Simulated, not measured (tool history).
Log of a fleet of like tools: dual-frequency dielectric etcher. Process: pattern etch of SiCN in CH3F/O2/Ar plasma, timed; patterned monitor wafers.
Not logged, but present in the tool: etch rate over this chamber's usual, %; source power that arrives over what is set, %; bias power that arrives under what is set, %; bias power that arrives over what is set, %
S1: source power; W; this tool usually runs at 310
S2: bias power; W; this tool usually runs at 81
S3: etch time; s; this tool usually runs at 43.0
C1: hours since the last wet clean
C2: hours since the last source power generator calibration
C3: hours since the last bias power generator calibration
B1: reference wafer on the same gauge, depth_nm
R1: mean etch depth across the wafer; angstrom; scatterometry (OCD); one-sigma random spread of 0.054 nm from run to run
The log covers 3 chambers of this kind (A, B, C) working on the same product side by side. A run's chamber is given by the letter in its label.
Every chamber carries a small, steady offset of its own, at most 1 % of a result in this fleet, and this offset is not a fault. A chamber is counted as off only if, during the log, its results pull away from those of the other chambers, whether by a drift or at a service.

run 1A hour=8.1 | S1=310 S2=81 S3=43.0 | C1=422.9 C2=1571.1 C3=1431.8 | B1=18.000 | R1=153.79
run 2C hour=14.9 | S1=310 S2=81 S3=43.0 | C1=251.1 C2=1961.0 C3=2031.1 | B1=18.011 | R1=154.32
run 3B hour=22.4 | S1=310 S2=81 S3=43.0 | C1=485.3 C2=3841.1 C3=1381.8 | B1=17.998 | R1=152.49
run 4A hour=30.5 | S1=310 S2=81 S3=43.0 | C1=445.3 C2=1593.5 C3=1454.2 | B1=17.994 | R1=153.21
run 5C hour=34.7 | S1=310 S2=81 S3=43.0 | C1=270.9 C2=1980.8 C3=2050.9 | B1=18.006 | R1=153.34
run 6B hour=42.1 | S1=310 S2=81 S3=43.0 | C1=505.0 C2=3860.8 C3=1401.5 | B1=17.993 | R1=152.98
run 7C hour=46.1 | S1=310 S2=81 S3=43.0 | C1=282.3 C2=1992.2 C3=2062.3 | B1=17.999 | R1=153.33
run 8A hour=52.4 | S1=310 S2=81 S3=43.0 | C1=467.2 C2=1615.4 C3=1476.1 | B1=18.013 | R1=153.48
run 9B hour=58.2 | S1=310 S2=81 S3=43.0 | C1=521.1 C2=3876.9 C3=1417.6 | B1=18.006 | R1=153.38
run 10A hour=62.5 | S1=310 S2=81 S3=43.0 | C1=477.3 C2=1625.5 C3=1486.2 | B1=18.002 | R1=152.97
run 11C hour=69.9 | S1=310 S2=81 S3=43.0 | C1=306.1 C2=2016.0 C3=2086.1 | B1=18.003 | R1=153.86
run 12B hour=75.5 | S1=310 S2=81 S3=43.0 | C1=538.4 C2=3894.2 C3=1434.9 | B1=18.011 | R1=154.02
run 13C hour=79.8 | S1=310 S2=81 S3=43.0 | C1=316.0 C2=2025.9 C3=2096.0 | B1=18.006 | R1=153.23
-- hour=82.6 chamber B: wet clean of the chamber
run 14B hour=86.9 | S1=310 S2=81 S3=43.0 | C1=4.4 C2=3905.6 C3=1446.3 | B1=17.999 | R1=159.67
run 15A hour=94.7 | S1=310 S2=81 S3=43.0 | C1=509.5 C2=1657.7 C3=1518.4 | B1=18.012 | R1=154.00
run 16C hour=102.6 | S1=310 S2=81 S3=43.0 | C1=338.8 C2=2048.7 C3=2118.8 | B1=18.001 | R1=153.89
run 17A hour=106.5 | S1=310 S2=81 S3=43.0 | C1=521.3 C2=1669.5 C3=1530.2 | B1=17.999 | R1=152.90
-- hour=110.1 chamber A: wet clean of the chamber
run 18B hour=111.8 | S1=310 S2=96 S3=38.5 | C1=29.3 C2=3930.5 C3=1471.2 | B1=17.998 | R1=151.45
run 19A hour=116.8 | S1=310 S2=96 S3=38.5 | C1=6.7 C2=1679.8 C3=1540.5 | B1=18.015 | R1=146.47
run 20B hour=122.1 | S1=310 S2=96 S3=38.5 | C1=39.6 C2=3940.8 C3=1481.5 | B1=17.999 | R1=152.46
run 21C hour=128.3 | S1=310 S2=81 S3=43.0 | C1=364.5 C2=2074.4 C3=2144.5 | B1=18.011 | R1=152.72
run 22B hour=133.3 | S1=310 S2=81 S3=43.0 | C1=50.8 C2=3952.0 C3=1492.7 | B1=17.991 | R1=159.86
run 23C hour=137.9 | S1=310 S2=81 S3=43.0 | C1=374.1 C2=2084.0 C3=2154.1 | B1=18.010 | R1=154.65

Decide between three cases: one chamber stands off from its peers, the gauge reading all wafers drifts, or nothing is wrong past each chamber's small offset. Where a chamber is off, say which and what most likely put it there.

A service left chamber B off against the others.
What lies behind it: etch rate over this chamber's usual, % = 3.89.

Chamber B could run next with any of the 4 candidate recipes listed below; each alters the usual settings, and their results appear as question marks. Which one brings its results back in line with what the other chambers deliver on the usual settings?
To be in line, a result may differ from the other chambers' mean on the usual settings by at most: R1 1.90 angstrom
run 24B-1 hour=143.7 | S1=320 S2=81 S3=43.0 | R1=?
run 24B-2 hour=143.7 | S1=310 S2=81 S3=41.5 | R1=?
run 24B-3 hour=143.7 | S1=300 S2=80 S3=43.0 | R1=?
run 24B-4 hour=143.7 | S1=310 S2=81 S3=44.5 | R1=?

Average result of the remaining chambers running the usual settings: R1 153.67 angstrom
run=24B-1 R1=161.27
run=24B-2 R1=153.84
run=24B-3 R1=156.79
run=24B-4 R1=164.97
Change 24B-2 lands the chamber within the allowed miss of the other chambers.

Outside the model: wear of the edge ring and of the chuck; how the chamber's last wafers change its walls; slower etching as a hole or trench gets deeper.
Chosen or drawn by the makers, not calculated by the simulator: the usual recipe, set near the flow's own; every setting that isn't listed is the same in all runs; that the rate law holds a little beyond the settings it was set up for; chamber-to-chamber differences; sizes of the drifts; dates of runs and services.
